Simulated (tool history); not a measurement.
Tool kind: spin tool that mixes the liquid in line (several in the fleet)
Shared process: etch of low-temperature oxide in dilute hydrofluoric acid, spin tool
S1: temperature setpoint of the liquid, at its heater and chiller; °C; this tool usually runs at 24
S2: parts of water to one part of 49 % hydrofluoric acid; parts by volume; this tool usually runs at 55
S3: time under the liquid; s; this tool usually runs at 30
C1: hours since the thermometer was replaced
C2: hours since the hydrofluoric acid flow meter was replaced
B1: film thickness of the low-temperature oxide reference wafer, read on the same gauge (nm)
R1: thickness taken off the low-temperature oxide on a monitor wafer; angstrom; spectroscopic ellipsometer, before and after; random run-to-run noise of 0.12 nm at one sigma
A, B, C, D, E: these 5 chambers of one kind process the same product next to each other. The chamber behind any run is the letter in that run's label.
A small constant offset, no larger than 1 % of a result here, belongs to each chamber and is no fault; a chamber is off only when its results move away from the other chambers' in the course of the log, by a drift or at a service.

| run | day | S1 | S2 | S3 | C1 | C2 | B1 | R1 |
|---|---|---|---|---|---|---|---|---|
| 1B | 0.3 | 24 | 55 | 30 | 964.1 | 651.6 | 59.998 | 180.82 |
|  | 0.342 | chamber B: thermometer replaced |
| 2C | 0.454 | 24 | 55 | 30 | 492.4 | 660.7 | 59.992 | 182.48 |
| 3D | 0.696 | 24 | 55 | 30 | 1620.6 | 1934.2 | 60.002 | 186.5 |
| 4A | 0.975 | 24 | 55 | 30 | 405.6 | 2514.8 | 60.014 | 180.48 |
| 5E | 1.225 | 24 | 55 | 30 | 285.8 | 820.1 | 60.018 | 182.57 |
| 6D | 1.404 | 24 | 55 | 30 | 1637.6 | 1951.2 | 60.006 | 182.88 |
| 7C | 1.625 | 24 | 55 | 30 | 520.5 | 688.8 | 60.005 | 183.96 |
| 8E | 1.825 | 24 | 55 | 30 | 300.2 | 834.5 | 59.997 | 183.3 |
| 9B | 2.083 | 24 | 55 | 30 | 41.9 | 694.4 | 59.979 | 180.7 |
| 10A | 2.25 | 24 | 55 | 30 | 436.2 | 2545.4 | 59.987 | 180.21 |
| 11B | 2.446 | 24 | 55 | 30 | 50.6 | 703.1 | 60.022 | 180.53 |
|  | 2.454 | chamber A: hydrofluoric acid flow meter replaced |
| 12E | 2.692 | 24 | 55 | 30 | 321 | 855.3 | 59.985 | 183.06 |
| 13A | 2.988 | 24 | 55 | 30 | 453.9 | 12.9 | 59.983 | 182.41 |
| 14C | 3.258 | 24 | 55 | 30 | 559.7 | 728 | 60.018 | 183.43 |
| 15D | 3.525 | 24 | 55 | 30 | 1688.5 | 2002.1 | 59.995 | 184.69 |
| 16C | 3.762 | 24 | 55 | 30 | 571.8 | 740.1 | 60.016 | 183.63 |
| 17D | 3.958 | 24 | 55 | 30 | 1698.9 | 2012.5 | 59.981 | 186.13 |
| 18E | 4.146 | 24 | 55 | 30 | 355.9 | 890.2 | 60.012 | 184.22 |
| 19B | 4.375 | 25.5 | 45 | 30 | 96.9 | 749.4 | 59.968 | 240.2 |
| 20A | 4.675 | 25.5 | 45 | 30 | 494.4 | 53.4 | 59.992 | 241.8 |
| 21C | 4.879 | 25.5 | 45 | 30 | 598.6 | 766.9 | 60.007 | 239.58 |
| 22A | 5.088 | 25.5 | 45 | 30 | 504.3 | 63.3 | 59.992 | 238.57 |
| 23D | 5.333 | 25.5 | 45 | 30 | 1731.9 | 2045.5 | 59.983 | 244.33 |
| 24B | 5.562 | 24 | 55 | 30 | 125.4 | 777.9 | 60.002 | 180.49 |
| 25E | 5.712 | 24 | 55 | 30 | 393.5 | 927.8 | 60.002 | 180.72 |
| 26B | 5.917 | 24 | 55 | 30 | 133.9 | 786.4 | 60.009 | 183.25 |
| 27D | 6.175 | 24 | 55 | 30 | 1752.1 | 2065.7 | 59.977 | 184.24 |
| 28A | 6.425 | 24 | 55 | 30 | 536.4 | 95.4 | 59.985 | 181.35 |
| 29E | 6.583 | 24 | 55 | 15 | 414.4 | 948.7 | 60.004 | 92.219 |
| 30C | 6.875 | 24 | 55 | 15 | 646.5 | 814.8 | 59.98 | 88.9 |
|  | 6.967 | chamber D: hydrofluoric acid flow meter replaced |
| 31D | 7.183 | 24 | 55 | 15 | 1776.3 | 5.2 | 60.02 | 91.797 |
| 32A | 7.388 | 24 | 55 | 15 | 559.5 | 118.5 | 60.015 | 91.448 |
| 33E | 7.629 | 24 | 55 | 15 | 439.5 | 973.8 | 60.004 | 90.636 |
| 34B | 7.888 | 24 | 55 | 30 | 181.2 | 833.7 | 60.005 | 181.43 |
| 35C | 8.025 | 24 | 55 | 30 | 674.1 | 842.4 | 59.997 | 178.6 |
| 36E | 8.229 | 24 | 55 | 30 | 453.9 | 988.2 | 60.006 | 181.9 |
| 37D | 8.438 | 24 | 55 | 30 | 1806.4 | 35.3 | 60.012 | 185.22 |
| 38A | 8.708 | 24 | 55 | 30 | 591.2 | 150.2 | 60.005 | 180.25 |
| 39C | 8.883 | 24 | 55 | 30 | 694.7 | 863 | 60.01 | 176.79 |
| 40B | 9.071 | 24 | 55 | 30 | 209.6 | 862.1 | 59.984 | 181.38 |
| 41A | 9.371 | 24 | 55 | 30 | 607.1 | 166.1 | 60.002 | 180.68 |
| 42E | 9.542 | 24 | 25 | 50 | 485.4 | 1019.7 | 59.98 | 704.02 |
| 43D | 9.775 | 24 | 25 | 50 | 1838.5 | 67.4 | 60.01 | 701.32 |

Has any chamber moved away from the others, gradually or after a service, or does the common gauge drift, or do the chambers differ only by their own small steady offsets? State the chamber and the most likely cause if one applies.

One chamber, C, drifts off from the rest bit by bit.
What lies behind it: hydrofluoric acid flow below the setpoint (%) = 4.07.
Not necessarily distinguishable in this log from: liquid colder than its thermometer reads (K).

Here are 4 candidates for chamber C's next run, each the usual settings with a change, their results left as question marks. Which one brings its results back in line with what the others give on the usual settings?
Counts as in line when no further than this from what the other chambers average on the usual settings: R1 4.1 angstrom
| 44C-1 | 9.996 | 22 | 55 | 30 |  |  |  | ? |
| 44C-2 | 9.996 | 25 | 55 | 30 |  |  |  | ? |
| 44C-3 | 9.996 | 26 | 55 | 30 |  |  |  | ? |
| 44C-4 | 9.996 | 23 | 55 | 30 |  |  |  | ? |

On the usual settings, the other chambers give on average: R1 182.73 angstrom
| run | R1 |
|---|---|
| 44C-1 | 162.18 |
| 44C-2 | 183.61 |
| 44C-3 | 191.18 |
| 44C-4 | 169.04 |
44C-2 puts the chamber back in line with the other chambers.
